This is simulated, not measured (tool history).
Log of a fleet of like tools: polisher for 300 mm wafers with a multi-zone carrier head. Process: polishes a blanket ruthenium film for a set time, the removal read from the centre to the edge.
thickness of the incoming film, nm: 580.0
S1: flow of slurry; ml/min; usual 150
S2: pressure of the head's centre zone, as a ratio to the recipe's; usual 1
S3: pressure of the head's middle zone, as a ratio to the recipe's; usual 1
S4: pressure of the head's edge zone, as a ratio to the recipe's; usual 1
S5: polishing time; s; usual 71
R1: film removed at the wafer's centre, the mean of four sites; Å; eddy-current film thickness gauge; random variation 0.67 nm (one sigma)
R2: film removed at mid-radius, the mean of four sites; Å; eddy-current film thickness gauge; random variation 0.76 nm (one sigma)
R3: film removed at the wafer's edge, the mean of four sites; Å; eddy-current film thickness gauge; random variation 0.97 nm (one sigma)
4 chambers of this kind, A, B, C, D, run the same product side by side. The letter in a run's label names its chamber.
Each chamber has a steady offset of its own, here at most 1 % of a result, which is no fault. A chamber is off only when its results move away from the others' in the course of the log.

{"run": "1C", "hour": 4.7, "S1": 150, "S2": 1, "S3": 1, "S4": 1, "S5": 71, "R1": 733.83, "R2": 757.93, "R3": 760.41}
{"run": "2B", "hour": 10.0, "S1": 150, "S2": 1, "S3": 1, "S4": 1, "S5": 71, "R1": 747.84, "R2": 747.12, "R3": 744.49}
{"run": "3A", "hour": 12.9, "S1": 150, "S2": 1, "S3": 1, "S4": 1, "S5": 71, "R1": 747.73, "R2": 737.7, "R3": 750.64}
{"run": "4D", "hour": 18.6, "S1": 150, "S2": 1, "S3": 1, "S4": 1, "S5": 71, "R1": 750.17, "R2": 754.66, "R3": 768.18}
{"run": "5B", "hour": 22.0, "S1": 150, "S2": 1, "S3": 1, "S4": 1, "S5": 51, "R1": 536.37, "R2": 552.3, "R3": 543.62}
{"run": "6C", "hour": 26.0, "S1": 150, "S2": 1, "S3": 1, "S4": 1, "S5": 51, "R1": 545.77, "R2": 542.16, "R3": 533.23}
{"hour": 26.7, "done": "chamber B: worn pad replaced by a new one"}
{"run": "7D", "hour": 30.6, "S1": 150, "S2": 1, "S3": 1, "S4": 1, "S5": 51, "R1": 546.97, "R2": 550.52, "R3": 552.85}
{"run": "8A", "hour": 36.9, "S1": 150, "S2": 1, "S3": 1, "S4": 1, "S5": 51, "R1": 531.63, "R2": 549.96, "R3": 542.56}
{"hour": 40.4, "done": "chamber C: slurry nozzle cleaned"}
{"run": "9C", "hour": 40.5, "S1": 135, "S2": 1, "S3": 1, "S4": 0.9, "S5": 71, "R1": 734.06, "R2": 735.14, "R3": 687.1}
{"run": "10A", "hour": 44.0, "S1": 135, "S2": 1, "S3": 1, "S4": 0.9, "S5": 71, "R1": 727.42, "R2": 722.04, "R3": 703.5}
{"run": "11B", "hour": 48.0, "S1": 135, "S2": 1, "S3": 1, "S4": 0.9, "S5": 71, "R1": 734.76, "R2": 747.24, "R3": 681.49}
{"run": "12D", "hour": 53.0, "S1": 135, "S2": 1, "S3": 1, "S4": 0.9, "S5": 71, "R1": 748.93, "R2": 742.83, "R3": 699.22}
{"run": "13C", "hour": 58.5, "S1": 150, "S2": 1, "S3": 1, "S4": 1, "S5": 71, "R1": 756.08, "R2": 733.13, "R3": 739.15}
{"run": "14A", "hour": 64.0, "S1": 150, "S2": 1, "S3": 1, "S4": 1, "S5": 71, "R1": 738.57, "R2": 751.14, "R3": 765.8}
{"hour": 67.1, "done": "chamber A: edge zone pressure recalibrated"}
{"run": "15D", "hour": 69.0, "S1": 150, "S2": 1, "S3": 1, "S4": 1, "S5": 71, "R1": 744.05, "R2": 745.76, "R3": 747.99}
{"run": "16B", "hour": 72.0, "S1": 150, "S2": 1, "S3": 1, "S4": 1, "S5": 71, "R1": 750.05, "R2": 753.63, "R3": 756.95}
{"hour": 73.4, "done": "chamber C: worn pad replaced by a new one"}
{"run": "17D", "hour": 75.6, "S1": 150, "S2": 1, "S3": 1, "S4": 1, "S5": 71, "R1": 744.45, "R2": 770.04, "R3": 756.49}
{"hour": 81.1, "done": "chamber A: worn pad replaced by a new one"}
{"run": "18B", "hour": 81.5, "S1": 150, "S2": 1, "S3": 1, "S4": 1, "S5": 71, "R1": 753.21, "R2": 756.9, "R3": 748.64}
{"hour": 84.6, "done": "chamber D: worn pad replaced by a new one"}
{"run": "19A", "hour": 86.1, "S1": 150, "S2": 1, "S3": 1.06, "S4": 1, "S5": 51, "R1": 536.64, "R2": 578.34, "R3": 544.77}
{"run": "20C", "hour": 90.5, "S1": 150, "S2": 1, "S3": 1.06, "S4": 1, "S5": 51, "R1": 539.88, "R2": 564.83, "R3": 543.39}
{"run": "21A", "hour": 96.2, "S1": 150, "S2": 1, "S3": 1.06, "S4": 1, "S5": 51, "R1": 530.22, "R2": 573.49, "R3": 546.77}
{"run": "22C", "hour": 102.4, "S1": 150, "S2": 1, "S3": 1.06, "S4": 1, "S5": 51, "R1": 530.97, "R2": 561.89, "R3": 543.7}
{"run": "23B", "hour": 106.8, "S1": 150, "S2": 1, "S3": 1, "S4": 1, "S5": 71, "R1": 739.99, "R2": 761.5, "R3": 759.18}
{"run": "24D", "hour": 112.2, "S1": 150, "S2": 1, "S3": 1.1, "S4": 1, "S5": 63, "R1": 668.27, "R2": 742.53, "R3": 654.22}
{"run": "25B", "hour": 118.7, "S1": 150, "S2": 1, "S3": 1.1, "S4": 1, "S5": 63, "R1": 673.46, "R2": 714.92, "R3": 668.41}
{"run": "26D", "hour": 123.2, "S1": 150, "S2": 1, "S3": 1.1, "S4": 1, "S5": 63, "R1": 675.27, "R2": 741.68, "R3": 666.58}
{"run": "27A", "hour": 126.6, "S1": 150, "S2": 1, "S3": 1.1, "S4": 1, "S5": 63, "R1": 656.18, "R2": 734.42, "R3": 644.41}
{"run": "28C", "hour": 131.5, "S1": 150, "S2": 1, "S3": 1, "S4": 1, "S5": 71, "R1": 737.51, "R2": 747.56, "R3": 746.44}
{"run": "29D", "hour": 135.6, "S1": 110, "S2": 1, "S3": 1, "S4": 1, "S5": 71, "R1": 688, "R2": 717.01, "R3": 710.69}

Is one chamber off against the others, does the gauge drift, or is nothing wrong? If a chamber is off, say which, and what the likeliest cause is.

No chamber stands off beyond its own small offset, and the gauge holds steady.
